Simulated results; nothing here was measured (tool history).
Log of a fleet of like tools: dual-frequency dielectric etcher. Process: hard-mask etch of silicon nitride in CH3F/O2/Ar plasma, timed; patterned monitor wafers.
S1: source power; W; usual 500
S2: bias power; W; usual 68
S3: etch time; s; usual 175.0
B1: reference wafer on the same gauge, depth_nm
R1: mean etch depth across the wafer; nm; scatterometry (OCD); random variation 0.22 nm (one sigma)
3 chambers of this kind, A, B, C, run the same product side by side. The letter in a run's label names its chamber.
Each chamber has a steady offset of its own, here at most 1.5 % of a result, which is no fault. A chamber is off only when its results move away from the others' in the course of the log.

run,hour,S1,S2,S3,B1,R1
1C,8.6,500,68,175.0,151.03,130.87
2A,14.4,500,68,175.0,151.10,132.36
3B,24.4,500,68,175.0,151.12,130.51
4B,30.0,500,68,175.0,151.13,129.68
5A,35.4,500,68,137.5,151.21,104.24
6C,40.2,500,68,137.5,151.29,103.24
7C,47.6,500,68,137.5,151.28,103.25
8A,58.5,500,68,175.0,151.38,132.74
9B,69.0,500,68,175.0,151.37,130.21
10A,76.5,500,68,175.0,151.44,133.24
11B,81.2,500,68,175.0,151.41,130.22
12C,85.9,500,83,147.0,151.54,118.20
13A,92.7,500,83,147.0,151.55,119.71
14B,99.9,500,83,147.0,151.59,117.24
15C,105.3,500,68,175.0,151.65,131.78
16A,116.3,500,68,175.0,151.63,133.09
17B,126.1,500,78,175.0,151.71,136.75
# hour 128.8: chamber A: wet clean of the chamber
18C,136.3,500,78,175.0,151.80,138.33
19C,142.4,500,78,175.0,151.86,138.36
20B,148.4,500,68,175.0,151.82,130.83
21A,155.2,500,68,175.0,151.91,133.12
22A,164.8,500,68,175.0,151.92,132.99
23B,173.4,500,68,175.0,152.06,131.00
24C,180.1,500,68,175.0,151.96,132.60

What goes on in this fleet: one chamber off, a drifting gauge, or nothing beyond the chambers' own small offsets? Name the chamber and the cause, if any.

The gauge drifts, so all chambers seem to drift together. No chamber is off.
Cause: gauge reads high (%) = 0.713.

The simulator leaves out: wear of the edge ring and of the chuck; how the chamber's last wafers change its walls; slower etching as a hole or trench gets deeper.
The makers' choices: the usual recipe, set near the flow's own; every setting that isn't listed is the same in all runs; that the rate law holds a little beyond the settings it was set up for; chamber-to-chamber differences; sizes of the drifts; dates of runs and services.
